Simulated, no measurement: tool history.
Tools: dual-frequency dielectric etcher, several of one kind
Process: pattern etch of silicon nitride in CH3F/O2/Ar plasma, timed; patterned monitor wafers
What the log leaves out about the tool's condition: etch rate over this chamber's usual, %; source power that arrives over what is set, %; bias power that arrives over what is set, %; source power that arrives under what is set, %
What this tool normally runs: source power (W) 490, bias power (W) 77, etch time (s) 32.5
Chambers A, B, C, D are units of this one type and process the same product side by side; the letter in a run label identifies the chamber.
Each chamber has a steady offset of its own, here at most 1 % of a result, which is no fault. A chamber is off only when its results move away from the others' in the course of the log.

run	hour	source power (W)	bias power (W)	etch time (s)	hours since the last wet clean	hours since the last source power generator calibration	hours since the last bias power generator calibration	read-back reference wafer on the same gauge, depth_nm	mean etch depth across the wafer (angstrom)
1D	5.1	490	77	32.5	526.2	810.7	1734.9	23.121	253.15
2C	7.7	490	77	32.5	211.9	3816.3	2886.3	23.076	252.95
3A	9.9	490	77	32.5	471.5	1739.1	3049.2	23.090	250.29
4B	14.1	490	77	32.5	128.2	474.9	1130.6	23.117	252.81
5C	18.2	490	77	32.5	222.4	3826.8	2896.8	23.123	251.23
6B	22.2	490	77	32.5	136.3	483.0	1138.7	23.092	253.61
7D	24.9	550	77	29.0	546.0	830.5	1754.7	23.063	232.86
8A	29.4	550	77	29.0	491.0	1758.6	3068.7	23.114	233.52
9B	32.8	550	77	29.0	146.9	493.6	1149.3	23.056	234.59
10D	36.8	550	77	29.0	557.9	842.4	1766.6	23.064	236.95
11C	39.5	580	91	32.5	243.7	3848.1	2918.1	23.072	284.70
12A	43.5	580	91	32.5	505.1	1772.7	3082.8	23.117	283.25
# hour 44.5: chamber A: wet clean of the chamber
13B	46.0	580	91	32.5	160.1	506.8	1162.5	23.091	283.98
14C	49.6	580	91	32.5	253.8	3858.2	2928.2	23.105	284.43
15A	52.0	490	77	32.5	7.6	1781.2	3091.3	23.087	248.03
16D	55.2	490	77	32.5	576.3	860.8	1785.0	23.127	253.15
17B	57.8	490	77	32.5	171.9	518.6	1174.3	23.086	253.89
18A	61.0	490	77	32.5	16.6	1790.2	3100.3	23.089	250.99
19D	65.2	490	77	32.5	586.3	870.8	1795.0	23.089	251.96
20C	69.8	490	77	32.5	274.0	3878.4	2948.4	23.100	250.84
21A	73.8	490	77	32.5	29.4	1803.0	3113.1	23.138	251.75
22B	78.6	490	77	32.5	192.7	539.4	1195.1	23.115	252.44
23C	82.2	560	77	32.5	286.4	3890.8	2960.8	23.119	263.77
24D	85.6	560	77	32.5	606.7	891.2	1815.4	23.132	264.94
25D	87.9	560	77	32.5	609.0	893.5	1817.7	23.119	266.28
26B	91.2	560	77	32.5	205.3	552.0	1207.7	23.090	266.74
27A	95.8	490	77	32.5	51.4	1825.0	3135.1	23.107	250.49
28C	99.4	490	77	32.5	303.6	3908.0	2978.0	23.100	252.92
29B	103.7	490	77	28.0	217.8	564.5	1220.2	23.084	219.48
30C	106.0	490	77	28.0	310.2	3914.6	2984.6	23.083	215.78
31D	109.5	490	77	28.0	630.6	915.1	1839.3	23.101	217.75
32A	114.4	490	77	28.0	70.0	1843.6	3153.7	23.134	216.47
33C	118.1	490	77	32.5	322.3	3926.7	2996.7	23.094	253.13
# hour 121.5: chamber D: wet clean of the chamber
34D	123.1	490	77	32.5	1.6	928.7	1852.9	23.095	251.83
35A	126.7	490	77	32.5	82.3	1855.9	3166.0	23.125	248.88
36B	130.9	490	77	32.5	245.0	591.7	1247.4	23.070	253.42
37D	134.3	490	77	32.5	12.8	939.9	1864.1	23.137	254.93
38C	138.3	490	77	32.5	342.5	3946.9	3016.9	23.109	252.87
39B	141.7	490	77	32.5	255.8	602.5	1258.2	23.109	250.74
40A	145.3	490	77	32.5	100.9	1874.5	3184.6	23.098	247.94
41B	147.9	490	77	32.5	262.0	608.7	1264.4	23.102	252.97
42D	153.0	490	77	32.5	31.5	958.6	1882.8	23.096	253.41
43C	157.0	490	77	32.5	361.2	3965.6	3035.6	23.107	251.50

Does one chamber stand apart from the rest, does the shared gauge drift, or is all well apart from small per-chamber offsets? Give the chamber and the most likely cause, where there is one.

No chamber is off and the gauge is stable; the differences are just each chamber's small, constant offset.
